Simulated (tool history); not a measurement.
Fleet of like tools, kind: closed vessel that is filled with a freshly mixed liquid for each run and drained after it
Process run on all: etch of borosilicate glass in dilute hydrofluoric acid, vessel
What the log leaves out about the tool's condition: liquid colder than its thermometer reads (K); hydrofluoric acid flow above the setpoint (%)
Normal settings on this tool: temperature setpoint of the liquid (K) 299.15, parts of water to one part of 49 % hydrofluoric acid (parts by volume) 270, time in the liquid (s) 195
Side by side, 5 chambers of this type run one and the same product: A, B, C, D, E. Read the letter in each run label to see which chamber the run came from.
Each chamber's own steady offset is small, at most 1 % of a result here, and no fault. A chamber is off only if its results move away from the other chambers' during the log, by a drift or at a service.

run	hour	temperature setpoint of the liquid (K)	parts of water to one part of 49 % hydrofluoric acid (parts by volume)	time in the liquid (s)	hours since the thermometer was replaced	hours since the hydrofluoric acid flow meter was replaced	read-back film thickness of the borosilicate glass reference wafer, read on the same gauge (nm)	thickness taken off the borosilicate glass on a monitor wafer (nm)
1A	4.0	299.15	270	195	768.0	1347.5	30.007	27.155
2B	8.6	299.15	270	195	580.7	659.7	30.008	27.294
3C	12.7	299.15	270	195	410.2	678.1	30.018	27.354
4E	16.6	299.15	270	195	275.8	103.3	30.035	27.613
5D	20.2	299.15	140	290	650.3	482.6	30.048	90.045
6C	22.5	299.15	140	290	420.0	687.9	29.971	90.400
7A	26.6	299.15	140	290	790.6	1370.1	30.011	89.369
8E	30.8	299.15	140	290	290.0	117.5	29.975	91.812
9D	34.0	299.15	140	290	664.1	496.4	30.036	90.053
10B	38.0	299.15	270	195	610.1	689.1	30.005	27.352
11A	40.1	299.15	270	195	804.1	1383.6	29.973	27.392
12C	44.6	299.15	270	195	442.1	710.0	29.963	27.417
13B	48.7	299.15	270	195	620.8	699.8	30.025	27.278
14E	53.1	299.15	270	195	312.3	139.8	30.028	27.590
15D	57.4	299.15	270	195	687.5	519.8	30.000	27.422
16E	59.8	299.15	270	195	319.0	146.5	29.998	27.457
17C	61.9	299.15	270	195	459.4	727.3	30.028	27.367
18B	64.8	299.15	270	195	636.9	715.9	29.990	27.117
19A	67.8	299.15	270	195	831.8	1411.3	30.015	27.434
20D	71.0	299.15	270	195	701.1	533.4	30.002	27.280
21B	74.4	299.15	270	195	646.5	725.5	29.983	26.848
22E	77.6	299.15	270	195	336.8	164.3	30.010	27.591
23D	80.3	299.15	270	195	710.4	542.7	29.982	27.492
24C	83.7	299.15	270	195	481.2	749.1	29.991	27.374
25A	87.2	299.15	175	235	851.2	1430.7	30.003	56.122
26A	89.7	299.15	175	235	853.7	1433.2	29.949	56.318
27E	93.9	299.15	175	235	353.1	180.6	29.982	56.751
28B	97.8	299.15	175	235	669.9	748.9	29.952	55.926
29D	102.4	299.15	175	235	732.5	564.8	29.989	56.109
30C	105.4	299.15	270	195	502.9	770.8	30.027	27.495
31A	108.4	299.15	270	195	872.4	1451.9	29.990	27.389
32B	111.1	299.15	270	195	683.2	762.2	30.025	26.735
33C	114.5	299.15	270	195	512.0	779.9	29.982	27.548
34D	118.3	299.15	270	195	748.4	580.7	30.038	27.366
35E	122.3	299.15	270	195	381.5	209.0	30.042	27.538
36A	124.5	299.15	270	195	888.5	1468.0	29.975	27.444
37C	128.0	299.15	270	195	525.5	793.4	30.019	27.221
38B	132.6	299.15	270	195	704.7	783.7	29.973	26.227
39D	137.2	299.15	270	195	767.3	599.6	29.994	27.467
40E	140.1	299.15	270	195	399.3	226.8	30.015	27.661
41D	142.6	299.15	200	255	772.7	605.0	29.976	52.323
42A	146.6	299.15	200	255	910.6	1490.1	30.015	51.888
43E	150.7	299.15	200	255	409.9	237.4	30.019	52.467

Each of the 5 chambers runs these same settings next. Fill in every chamber's results:
44A	154.0	299.15	270	195				?
44B	154.0	299.15	270	195				?
44C	154.0	299.15	270	195				?
44D	154.0	299.15	270	195				?
44E	154.0	299.15	270	195				?

run	thickness taken off the borosilicate glass on a monitor wafer (nm)
44A	27.337
44B	26.060
44C	27.654
44D	27.455
44E	27.607

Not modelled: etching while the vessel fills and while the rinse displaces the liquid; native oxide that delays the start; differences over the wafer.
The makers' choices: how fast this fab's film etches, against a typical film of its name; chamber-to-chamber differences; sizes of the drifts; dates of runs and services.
